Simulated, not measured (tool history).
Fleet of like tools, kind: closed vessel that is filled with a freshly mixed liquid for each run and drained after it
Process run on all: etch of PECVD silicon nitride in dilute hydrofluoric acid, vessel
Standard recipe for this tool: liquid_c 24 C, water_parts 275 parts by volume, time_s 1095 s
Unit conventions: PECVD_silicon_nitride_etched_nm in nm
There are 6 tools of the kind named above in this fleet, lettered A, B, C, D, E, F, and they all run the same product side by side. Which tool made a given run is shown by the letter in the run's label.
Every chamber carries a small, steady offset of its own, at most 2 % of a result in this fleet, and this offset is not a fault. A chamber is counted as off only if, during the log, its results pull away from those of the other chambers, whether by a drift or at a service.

run   hour  liquid_c  water_parts  time_s  read-back film thickness of the PECVD silicon nitride reference wafer, read on the same gauge (nm)  PECVD_silicon_nitride_etched_nm
 1E    4.1        24          275    1095                                                                                              59.984                           15.222
 2D   10.6        24          275    1095                                                                                              59.955                           15.102
 3B   16.4        24          275    1095                                                                                              59.995                           14.682
 4A   21.9        24          275    1095                                                                                              59.994                           14.974
 5F   28.6        24          275    1095                                                                                               59.99                           14.676
      30.1  -- chamber B: thermometer replaced
 6C     34        24          275    1095                                                                                              60.016                           15.081
 7E   40.7        24          275    1095                                                                                              60.012                           15.128
 8B     44        24          275    1095                                                                                               60.01                           14.916
 9D     48        24          275    1095                                                                                              60.036                           15.464
10C   54.6        24          275    1095                                                                                              59.998                           14.981
11A   60.8        24          275    1095                                                                                              59.983                           14.928
12F   67.3        24          275    1095                                                                                              59.999                           15.058
13B   73.9        24          210     740                                                                                              60.029                           13.316
14D   77.1        24          210     740                                                                                              59.979                           13.488
15E   80.8        24          210     740                                                                                              59.985                           13.344
16F   84.3        24          210     740                                                                                              59.985                           13.191
17A     91        24          210     740                                                                                                  60                           13.106
        96  -- chamber B: hydrofluoric acid flow meter replaced
18C   96.8        24          210     740                                                                                              60.023                           13.131
19C  100.5        24          275    1095                                                                                              59.985                           15.017
20B  105.8        24          275    1095                                                                                              59.971                           15.283
21D    110        24          275    1095                                                                                              59.991                           15.059
22F    113        24          275    1095                                                                                              59.982                           15.486
23E  116.7        24          275    1095                                                                                              59.997                           15.053
24A  121.8        24          275    1095                                                                                              59.988                            14.97
25B  126.1        24          275    1095                                                                                              60.018                            15.18
26A  132.7        24          275    1095                                                                                              59.973                           15.087
27F  138.9        24          275    1095                                                                                              59.991                           16.078
28C  143.4        24          275    1095                                                                                                  60                           14.872
29E  146.8        24          275    1095                                                                                              59.976                           15.174
30D  152.8        24          275    1095                                                                                              59.988                           15.018
31E  156.8        24          275    1095                                                                                              60.017                           15.363
32A  161.2        24          275    1095                                                                                              60.004                           15.224
33B  167.6        24          275    1095                                                                                               59.97                           15.056
34C  174.2        24          215     660                                                                                              59.983                           11.554
35D  177.4        24          215     660                                                                                              59.996                           11.605
36F  184.1        24          215     660                                                                                              60.017                           13.001
37C  188.3        24          215     660                                                                                              60.023                            11.55
38D  192.3        24          215     660                                                                                              59.974                           11.675

Does one chamber stand apart from the rest, does the shared gauge drift, or is all well apart from small per-chamber offsets? Give the chamber and the most likely cause, where there is one.

It is chamber F that slowly wanders off from its peers.
Most likely cause: liquid hotter than its thermometer reads (K) = 2.15.
Not necessarily distinguishable in this log from: hydrofluoric acid flow above the setpoint (%).

Which of the 4 candidates below, each the usual settings with something changed and its results left as question marks, puts chamber F back in line with what the other chambers give on the usual settings?
A result is in line if it is within this distance of the other chambers' mean on the usual settings: PECVD_silicon_nitride_etched_nm 0.5 nm
39F-1  197.2        24          280    1070                                                                                                                                    ?
39F-2  197.2        24          305    1095                                                                                                                                    ?
39F-3  197.2        24          265    1095                                                                                                                                    ?
39F-4  197.2      24.5          275    1185                                                                                                                                    ?

On the usual settings, the other chambers give on average: PECVD_silicon_nitride_etched_nm 15.083 nm
  run  PECVD_silicon_nitride_etched_nm
39F-1                            16.13
39F-2                           15.131
39F-3                           17.459
39F-4                           18.761
39F-2 is the one that brings the chamber's results back in line with the other chambers.
